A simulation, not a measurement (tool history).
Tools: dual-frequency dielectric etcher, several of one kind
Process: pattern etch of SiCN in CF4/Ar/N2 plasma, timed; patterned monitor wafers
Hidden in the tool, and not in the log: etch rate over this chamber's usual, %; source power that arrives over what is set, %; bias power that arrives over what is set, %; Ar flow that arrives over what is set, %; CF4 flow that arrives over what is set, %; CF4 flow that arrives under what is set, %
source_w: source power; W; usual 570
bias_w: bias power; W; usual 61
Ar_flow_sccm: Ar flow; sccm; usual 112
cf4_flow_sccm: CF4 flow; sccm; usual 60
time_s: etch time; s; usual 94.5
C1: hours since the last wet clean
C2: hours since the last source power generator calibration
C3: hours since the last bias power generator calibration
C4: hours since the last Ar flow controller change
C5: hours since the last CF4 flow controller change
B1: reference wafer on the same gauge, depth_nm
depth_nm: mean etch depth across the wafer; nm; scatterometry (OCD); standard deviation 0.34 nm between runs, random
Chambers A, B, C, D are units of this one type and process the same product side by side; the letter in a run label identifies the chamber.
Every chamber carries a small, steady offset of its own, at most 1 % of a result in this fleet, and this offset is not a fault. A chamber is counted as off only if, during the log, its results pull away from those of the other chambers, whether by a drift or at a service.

At hour 8.8: chamber A: CF4 flow controller replaced.
Run 1C, hour 14.7: usual settings; C1 65.9; C2 2027.6; C3 1433.9; C4 915.3; C5 275.3; B1 96.901. Result: depth_nm 90.956 nm.
Run 2A, hour 27.2: usual settings; C1 364.0; C2 4545.6; C3 1804.3; C4 649.3; C5 18.5; B1 96.854. Result: depth_nm 90.330 nm.
At hour 30.6: chamber A: source power generator calibrated.
Run 3B, hour 39.3: usual settings; C1 348.1; C2 691.2; C3 735.9; C4 2699.0; C5 1622.0; B1 96.779. Result: depth_nm 90.923 nm.
Run 4D, hour 53.5: usual settings; C1 287.3; C2 3659.2; C3 982.8; C4 3774.6; C5 1431.2; B1 96.922. Result: depth_nm 91.133 nm.
Run 5C, hour 60.8: usual settings but Ar_flow_sccm 99 sccm, time_s 75.0 s; C1 112.0; C2 2073.7; C3 1480.0; C4 961.4; C5 321.4; B1 96.940. Result: depth_nm 73.459 nm.
Run 6D, hour 68.1: usual settings but Ar_flow_sccm 99 sccm, time_s 75.0 s; C1 301.9; C2 3673.8; C3 997.4; C4 3789.2; C5 1445.8; B1 96.900. Result: depth_nm 73.724 nm.
Run 7B, hour 81.2: usual settings but Ar_flow_sccm 99 sccm, time_s 75.0 s; C1 390.0; C2 733.1; C3 777.8; C4 2740.9; C5 1663.9; B1 96.934. Result: depth_nm 74.663 nm.
Run 8A, hour 91.5: usual settings but Ar_flow_sccm 99 sccm, time_s 75.0 s; C1 428.3; C2 61.0; C3 1868.6; C4 713.6; C5 82.8; B1 96.878. Result: depth_nm 73.199 nm.
At hour 101.3: chamber B: wet clean of the chamber.
Run 9A, hour 103.9: usual settings; C1 440.7; C2 73.4; C3 1881.0; C4 726.0; C5 95.2; B1 96.835. Result: depth_nm 90.542 nm.
Run 10B, hour 112.3: usual settings; C1 11.0; C2 764.2; C3 808.9; C4 2772.0; C5 1695.0; B1 96.875. Result: depth_nm 91.914 nm.
Run 11C, hour 127.3: usual settings; C1 178.5; C2 2140.2; C3 1546.5; C4 1027.9; C5 387.9; B1 96.979. Result: depth_nm 90.428 nm.
Run 12D, hour 139.0: usual settings; C1 372.8; C2 3744.7; C3 1068.3; C4 3860.1; C5 1516.7; B1 96.906. Result: depth_nm 90.815 nm.
Run 13D, hour 150.2: usual settings but source_w 660 W; C1 384.0; C2 3755.9; C3 1079.5; C4 3871.3; C5 1527.9; B1 96.995. Result: depth_nm 103.030 nm.
Run 14B, hour 159.4: usual settings but source_w 660 W; C1 58.1; C2 811.3; C3 856.0; C4 2819.1; C5 1742.1; B1 96.966. Result: depth_nm 104.630 nm.
Run 15A, hour 166.4: usual settings but source_w 660 W; C1 503.2; C2 135.9; C3 1943.5; C4 788.5; C5 157.7; B1 96.903. Result: depth_nm 102.690 nm.
Run 16C, hour 182.2: usual settings but source_w 660 W; C1 233.4; C2 2195.1; C3 1601.4; C4 1082.8; C5 442.8; B1 96.848. Result: depth_nm 103.150 nm.
Run 17B, hour 198.0: usual settings; C1 96.7; C2 849.9; C3 894.6; C4 2857.7; C5 1780.7; B1 96.943. Result: depth_nm 92.573 nm.
At hour 205.3: chamber A: wet clean of the chamber.
Run 18C, hour 207.9: usual settings; C1 259.1; C2 2220.8; C3 1627.1; C4 1108.5; C5 468.5; B1 96.949. Result: depth_nm 90.157 nm.
Run 19D, hour 217.5: usual settings; C1 451.3; C2 3823.2; C3 1146.8; C4 3938.6; C5 1595.2; B1 96.839. Result: depth_nm 90.280 nm.
Run 20A, hour 229.1: usual settings; C1 23.9; C2 198.6; C3 2006.2; C4 851.2; C5 220.4; B1 96.857. Result: depth_nm 91.107 nm.
Run 21B, hour 238.5: usual settings; C1 137.2; C2 890.4; C3 935.1; C4 2898.2; C5 1821.2; B1 96.885. Result: depth_nm 92.610 nm.
At hour 242.9: chamber D: wet clean of the chamber.
Run 22A, hour 250.6: usual settings; C1 45.4; C2 220.1; C3 2027.7; C4 872.7; C5 241.9; B1 96.865. Result: depth_nm 90.195 nm.
Run 23C, hour 257.7: usual settings but cf4_flow_sccm 66 sccm, time_s 105.0 s; C1 308.9; C2 2270.6; C3 1676.9; C4 1158.3; C5 518.3; B1 96.915. Result: depth_nm 102.210 nm.
Run 24D, hour 272.3: usual settings but cf4_flow_sccm 66 sccm, time_s 105.0 s; C1 29.4; C2 3878.0; C3 1201.6; C4 3993.4; C5 1650.0; B1 96.970. Result: depth_nm 102.510 nm.
Run 25B, hour 285.9: usual settings but cf4_flow_sccm 66 sccm, time_s 105.0 s; C1 184.6; C2 937.8; C3 982.5; C4 2945.6; C5 1868.6; B1 96.942. Result: depth_nm 104.640 nm.
Run 26D, hour 298.0: usual settings but cf4_flow_sccm 66 sccm, time_s 105.0 s; C1 55.1; C2 3903.7; C3 1227.3; C4 4019.1; C5 1675.7; B1 96.911. Result: depth_nm 102.490 nm.
Run 27C, hour 310.7: usual settings; C1 361.9; C2 2323.6; C3 1729.9; C4 1211.3; C5 571.3; B1 96.865. Result: depth_nm 90.564 nm.
At hour 319.3: chamber C: wet clean of the chamber.
Run 28A, hour 325.1: usual settings; C1 119.9; C2 294.6; C3 2102.2; C4 947.2; C5 316.4; B1 96.838. Result: depth_nm 90.601 nm.
Run 29B, hour 339.2: usual settings; C1 237.9; C2 991.1; C3 1035.8; C4 2998.9; C5 1921.9; B1 96.873. Result: depth_nm 93.172 nm.
Run 30C, hour 351.2: usual settings but Ar_flow_sccm 90 sccm; C1 32.0; C2 2364.1; C3 1770.4; C4 1251.8; C5 611.8; B1 96.902. Result: depth_nm 94.519 nm.
Run 31D, hour 363.3: usual settings but Ar_flow_sccm 90 sccm; C1 120.4; C2 3969.0; C3 1292.6; C4 4084.4; C5 1741.0; B1 96.881. Result: depth_nm 94.669 nm.
Run 32A, hour 379.5: usual settings but Ar_flow_sccm 90 sccm; C1 174.3; C2 349.0; C3 2156.6; C4 1001.6; C5 370.8; B1 96.879. Result: depth_nm 93.561 nm.
Run 33C, hour 394.4: usual settings but Ar_flow_sccm 90 sccm; C1 75.2; C2 2407.3; C3 1813.6; C4 1295.0; C5 655.0; B1 96.865. Result: depth_nm 94.609 nm.
Run 34A, hour 409.7: usual settings but bias_w 51 W, Ar_flow_sccm 93 sccm; C1 204.5; C2 379.2; C3 2186.8; C4 1031.8; C5 401.0; B1 96.921. Result: depth_nm 88.267 nm.
Run 35D, hour 421.0: usual settings but bias_w 51 W, Ar_flow_sccm 93 sccm; C1 178.1; C2 4026.7; C3 1350.3; C4 4142.1; C5 1798.7; B1 96.871. Result: depth_nm 88.976 nm.
Run 36B, hour 428.6: usual settings but bias_w 51 W, Ar_flow_sccm 93 sccm; C1 327.3; C2 1080.5; C3 1125.2; C4 3088.3; C5 2011.3; B1 96.903. Result: depth_nm 90.910 nm.
Run 37D, hour 439.3: usual settings but bias_w 51 W, Ar_flow_sccm 93 sccm; C1 196.4; C2 4045.0; C3 1368.6; C4 4160.4; C5 1817.0; B1 96.890. Result: depth_nm 88.303 nm.
Run 38B, hour 455.6: usual settings; C1 354.3; C2 1107.5; C3 1152.2; C4 3115.3; C5 2038.3; B1 96.853. Result: depth_nm 94.205 nm.
Run 39A, hour 463.9: usual settings; C1 258.7; C2 433.4; C3 2241.0; C4 1086.0; C5 455.2; B1 96.938. Result: depth_nm 90.641 nm.
Run 40C, hour 472.0: usual settings; C1 152.8; C2 2484.9; C3 1891.2; C4 1372.6; C5 732.6; B1 96.956. Result: depth_nm 90.082 nm.
Run 41A, hour 483.5: usual settings; C1 278.3; C2 453.0; C3 2260.6; C4 1105.6; C5 474.8; B1 96.873. Result: depth_nm 90.314 nm.

Is one chamber out of step, is the gauge drifting, or do the chambers differ by no more than their own small offsets? For an off chamber, give its letter and the likeliest cause.

It is chamber B that slowly wanders off from its peers.
Cause: source power that arrives over what is set, % = 3.98.

Here are 4 candidates for chamber B's next run, each the usual settings with a change, their results left as question marks. Which one brings its results back in line with what the others give on the usual settings?
To be in line, a result may differ from the other chambers' mean on the usual settings by at most: depth_nm 1.200 nm
Run 42B-1, hour 495.2: usual settings but bias_w 62 W, Ar_flow_sccm 111 sccm, time_s 98.0 s. Result: depth_nm ?.
Run 42B-2, hour 495.2: usual settings but bias_w 55 W, cf4_flow_sccm 57 sccm. Result: depth_nm ?.
Run 42B-3, hour 495.2: usual settings but time_s 93.5 s. Result: depth_nm ?.
Run 42B-4, hour 495.2: usual settings but time_s 95.5 s. Result: depth_nm ?.

Average result of the remaining chambers running the usual settings: depth_nm 90.579 nm
  run  depth_nm
42B-1    98.600
42B-2    90.369
42B-3    93.410
42B-4    95.408
42B-2 is the one that brings the chamber's results back in line with the other chambers.
